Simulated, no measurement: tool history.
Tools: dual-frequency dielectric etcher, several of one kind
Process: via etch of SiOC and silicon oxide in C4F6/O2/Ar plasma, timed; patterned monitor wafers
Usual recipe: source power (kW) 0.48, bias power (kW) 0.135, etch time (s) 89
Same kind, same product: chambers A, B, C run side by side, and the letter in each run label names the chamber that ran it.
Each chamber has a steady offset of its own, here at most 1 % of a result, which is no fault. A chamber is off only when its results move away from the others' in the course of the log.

| run | day | source power (kW) | bias power (kW) | etch time (s) | hours since the last wet clean | hours since the last source power generator calibration | hours since the last bias power generator calibration | read-back reference wafer on the same gauge, depth_nm | mean etch depth across the wafer (Å) |
|---|---|---|---|---|---|---|---|---|---|
| 1C | 0.267 | 0.48 | 0.135 | 89 | 15.7 | 1285.6 | 2917.7 | 117.53 | 990.87 |
| 2B | 0.533 | 0.48 | 0.135 | 89 | 430.6 | 1314.5 | 1444.7 | 117.46 | 996.15 |
| 3A | 0.946 | 0.48 | 0.135 | 89 | 183 | 1528 | 1679.1 | 117.6 | 994.88 |
| 4B | 1.329 | 0.48 | 0.135 | 89 | 449.7 | 1333.6 | 1463.8 | 117.54 | 992.8 |
| 5A | 1.525 | 0.48 | 0.135 | 89 | 196.9 | 1541.9 | 1693 | 117.5 | 996.36 |
| 6C | 1.733 | 0.48 | 0.151 | 98 | 50.9 | 1320.8 | 2952.9 | 117.5 | 1125.3 |
| 7A | 2.167 | 0.48 | 0.151 | 98 | 212.3 | 1557.3 | 1708.4 | 117.44 | 1134.8 |
| 8B | 2.358 | 0.48 | 0.151 | 98 | 474.4 | 1358.3 | 1488.5 | 117.46 | 1128.2 |
| 9C | 2.7 | 0.48 | 0.135 | 89 | 74.1 | 1344 | 2976.1 | 117.52 | 988.25 |
| 10C | 2.9 | 0.48 | 0.135 | 89 | 78.9 | 1348.8 | 2980.9 | 117.52 | 987.25 |
| 11B | 3.133 | 0.52 | 0.115 | 89 | 493 | 1376.9 | 1507.1 | 117.5 | 976.7 |
| 12A | 3.383 | 0.52 | 0.115 | 89 | 241.5 | 1586.5 | 1737.6 | 117.52 | 981.65 |
| 13B | 3.725 | 0.52 | 0.115 | 89 | 507.2 | 1391.1 | 1521.3 | 117.55 | 982.82 |
|  | 3.9 | chamber B: wet clean of the chamber |
| 14C | 3.921 | 0.48 | 0.135 | 89 | 103.4 | 1373.3 | 3005.4 | 117.43 | 993.67 |
| 15A | 4.333 | 0.48 | 0.135 | 89 | 264.3 | 1609.3 | 1760.4 | 117.49 | 997.75 |
| 16C | 4.688 | 0.48 | 0.135 | 89 | 121.8 | 1391.7 | 3023.8 | 117.52 | 987.15 |
| 17B | 4.979 | 0.48 | 0.135 | 89 | 26 | 1421.2 | 1551.4 | 117.48 | 1026.4 |
| 18A | 5.212 | 0.56 | 0.135 | 80.5 | 285.4 | 1630.4 | 1781.5 | 117.51 | 953.43 |
| 19A | 5.542 | 0.56 | 0.135 | 80.5 | 293.3 | 1638.3 | 1789.4 | 117.57 | 957.87 |
| 20C | 5.929 | 0.56 | 0.135 | 80.5 | 151.6 | 1421.5 | 3053.6 | 117.56 | 949.07 |
| 21B | 6.367 | 0.48 | 0.135 | 89 | 59.3 | 1454.5 | 1584.7 | 117.58 | 1026.8 |

Next, all 3 chambers run the settings below, one line each with question marks for the results. What does each chamber give?
| 22A | 6.679 | 0.48 | 0.135 | 109 |  |  |  |  | ? |
| 22B | 6.679 | 0.48 | 0.135 | 109 |  |  |  |  | ? |
| 22C | 6.679 | 0.48 | 0.135 | 109 |  |  |  |  | ? |

| run | mean etch depth across the wafer (Å) |
|---|---|
| 22A | 1216.8 |
| 22B | 1251.1 |
| 22C | 1209.8 |

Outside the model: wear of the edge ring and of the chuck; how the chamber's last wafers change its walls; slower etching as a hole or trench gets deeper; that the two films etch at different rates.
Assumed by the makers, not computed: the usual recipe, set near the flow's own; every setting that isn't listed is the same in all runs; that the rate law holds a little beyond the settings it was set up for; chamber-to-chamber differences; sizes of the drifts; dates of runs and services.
